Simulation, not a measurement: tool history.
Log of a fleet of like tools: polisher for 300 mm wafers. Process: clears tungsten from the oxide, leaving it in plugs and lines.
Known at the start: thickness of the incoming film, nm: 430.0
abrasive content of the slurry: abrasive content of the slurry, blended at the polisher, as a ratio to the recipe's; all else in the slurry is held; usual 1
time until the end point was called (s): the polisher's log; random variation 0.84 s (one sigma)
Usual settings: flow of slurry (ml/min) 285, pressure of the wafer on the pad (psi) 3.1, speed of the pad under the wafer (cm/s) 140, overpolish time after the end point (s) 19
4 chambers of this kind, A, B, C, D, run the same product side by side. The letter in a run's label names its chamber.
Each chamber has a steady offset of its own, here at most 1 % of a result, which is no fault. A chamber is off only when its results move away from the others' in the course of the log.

run    day  flow of slurry (ml/min)  pressure of the wafer on the pad (psi)  speed of the pad under the wafer (cm/s)  abrasive content of the slurry  overpolish time after the end point (s)  wafers polished on this pad  hours since the slurry nozzle was cleaned  hours since the head pressure was calibrated  hours since the slurry blender was calibrated  hours since the slurry got fresh peroxide  time until the end point was called (s)
     0.196  -- chamber A: slurry tank refilled with fresh slurry and peroxide
     0.292  -- chamber D: worn pad replaced by a new one
 1D  0.358                      285                                     3.1                                      140                               1                                       19                           11                                       68.6                                         470.1                                          134.9                                       86.3                                   85.012
     0.479  -- chamber D: slurry blender recalibrated
 2C  0.667                      285                                     3.1                                      140                               1                                       19                         1051                                      137.1                                         253.3                                           75.9                                       88.2                                   85.727
 3A  1.004                      285                                     3.1                                      140                               1                                       19                          660                                      254.6                                         410.3                                          188.8                                       19.5                                   85.808
 4B  1.279                      285                                     3.1                                      140                               1                                       19                         1143                                      108.1                                         115.7                                          261.9                                      114.8                                   86.834
 5D  1.571                      285                                     3.1                                      140                               1                                       19                          208                                       97.7                                         499.2                                           26.2                                      115.4                                   85.446
     1.679  -- chamber B: worn pad replaced by a new one
 6C  2.033                      285                                     3.1                                      140                               1                                       19                         1274                                      169.9                                         286.1                                          108.7                                      121.0                                   85.731
 7B  2.446                      285                                     3.1                                      114                               1                                       19                          125                                      136.1                                         143.7                                          289.9                                      142.8                                  104.920
     2.625  -- chamber C: slurry tank refilled with fresh slurry and peroxide
 8A  2.888                      285                                     3.1                                      114                               1                                       19                          967                                      299.8                                         455.5                                          234.0                                       64.7                                  104.270
     3.183  -- chamber C: worn pad replaced by a new one
 9D  3.267                      285                                     3.1                                      114                               1                                       19                          485                                      138.4                                         539.9                                           66.9                                      156.1                                  103.180
     3.329  -- chamber D: slurry tank refilled with fresh slurry and peroxide
10C  3.542                      285                                     3.1                                      114                               1                                       19                           58                                      206.1                                         322.3                                          144.9                                       22.0                                  104.700
     3.633  -- chamber B: slurry tank refilled with fresh slurry and peroxide
     3.833  -- chamber A: slurry nozzle cleaned
     4.008  -- chamber A: slurry tank refilled with fresh slurry and peroxide
11A  4.050                      285                                     3.1                                      140                               1                                       19                         1156                                        5.3                                         483.4                                          261.9                                        1.1                                   86.634
     4.321  -- chamber B: slurry blender recalibrated
12B  4.379                      285                                     3.1                                      140                               1                                       19                          439                                      182.5                                         190.1                                            1.4                                       17.9                                   85.854
13B  4.879                      285                                     3.1                                      140                               1                                       19                          521                                      194.5                                         202.1                                           13.4                                       29.9                                   84.845
     4.912  -- chamber B: slurry nozzle cleaned
14A  5.104                      285                                     3.1                                      140                               1                                       19                         1328                                       30.6                                         508.7                                          287.2                                       26.4                                   86.322
     5.446  -- chamber A: worn pad replaced by a new one
15D  5.529                      285                                     3.1                                      140                               1                                       19                          853                                      192.7                                         594.2                                          121.2                                       52.9                                   85.759
16C  5.938                      285                                     3.1                                      140                               1                                       19                          449                                      263.6                                         379.8                                          202.4                                       79.5                                   82.209
     5.946  -- chamber C: slurry blender recalibrated
17A  6.400                      285                                     3.1                                      140                               1                                       19                          156                                       61.7                                         539.8                                          318.3                                       57.5                                   85.845
     6.462  -- chamber D: slurry blender recalibrated
18D  6.725                      285                                     3.1                                      114                               1                                       19                         1048                                      221.4                                         622.9                                            6.4                                       81.6                                  106.020
19C  7.129                      285                                     3.1                                      114                               1                                       19                          643                                      292.2                                         408.4                                           28.5                                      108.1                                   98.435
     7.233  -- chamber D: worn pad replaced by a new one
20B  7.633                      285                                     3.1                                      114                               1                                       19                          970                                       65.4                                         268.2                                           79.5                                       96.0                                  105.370
21A  7.938                      285                                     3.1                                      114                               1                                       19                          406                                       98.6                                         576.7                                          355.2                                       94.4                                  105.280
     8.146  -- chamber C: slurry nozzle cleaned
22D  8.383                      285                                     3.1                                      140                               1                                       19                          187                                      261.2                                         662.7                                           46.2                                      121.4                                   85.081
23C  8.679                      285                                     3.1                                      140                               1                                       19                          895                                       12.8                                         445.6                                           65.7                                      145.3                                   78.334
24B  9.062                      285                                     3.1                                      140                               1                                       19                         1202                                       99.7                                         302.5                                          113.8                                      130.3                                   85.411

What goes on in this fleet: one chamber off, a drifting gauge, or nothing beyond the chambers' own small offsets? Name the chamber and the cause, if any.

Chamber C drifts away from the others.
Cause: head's pressure above its setpoint, % = 9.09.

Here are 4 candidates for chamber C's next run, each the usual settings with a change, their results left as question marks. Which one brings its results back in line with what the others give on the usual settings?
In line means no further than this from the other chambers' mean on the usual settings: time until the end point was called (s) 2.900
25C-1  9.433                      280                                     3.1                                      120                            0.95                                       19                                                                                                                                                                                                                                                        ?
25C-2  9.433                      285                                     3.7                                      140                            1.05                                       19                                                                                                                                                                                                                                                        ?
25C-3  9.433                      285                                     3.1                                      128                            1.00                                       19                                                                                                                                                                                                                                                        ?
25C-4  9.433                      285                                     3.4                                      140                            1.00                                       19                                                                                                                                                                                                                                                        ?

The other chambers' mean on the usual settings: time until the end point was called (s) 85.604
  run  time until the end point was called (s)
25C-1                                   93.065
25C-2                                   64.983
25C-3                                   85.966
25C-4                                   71.546
25C-3 brings the chamber back in line.

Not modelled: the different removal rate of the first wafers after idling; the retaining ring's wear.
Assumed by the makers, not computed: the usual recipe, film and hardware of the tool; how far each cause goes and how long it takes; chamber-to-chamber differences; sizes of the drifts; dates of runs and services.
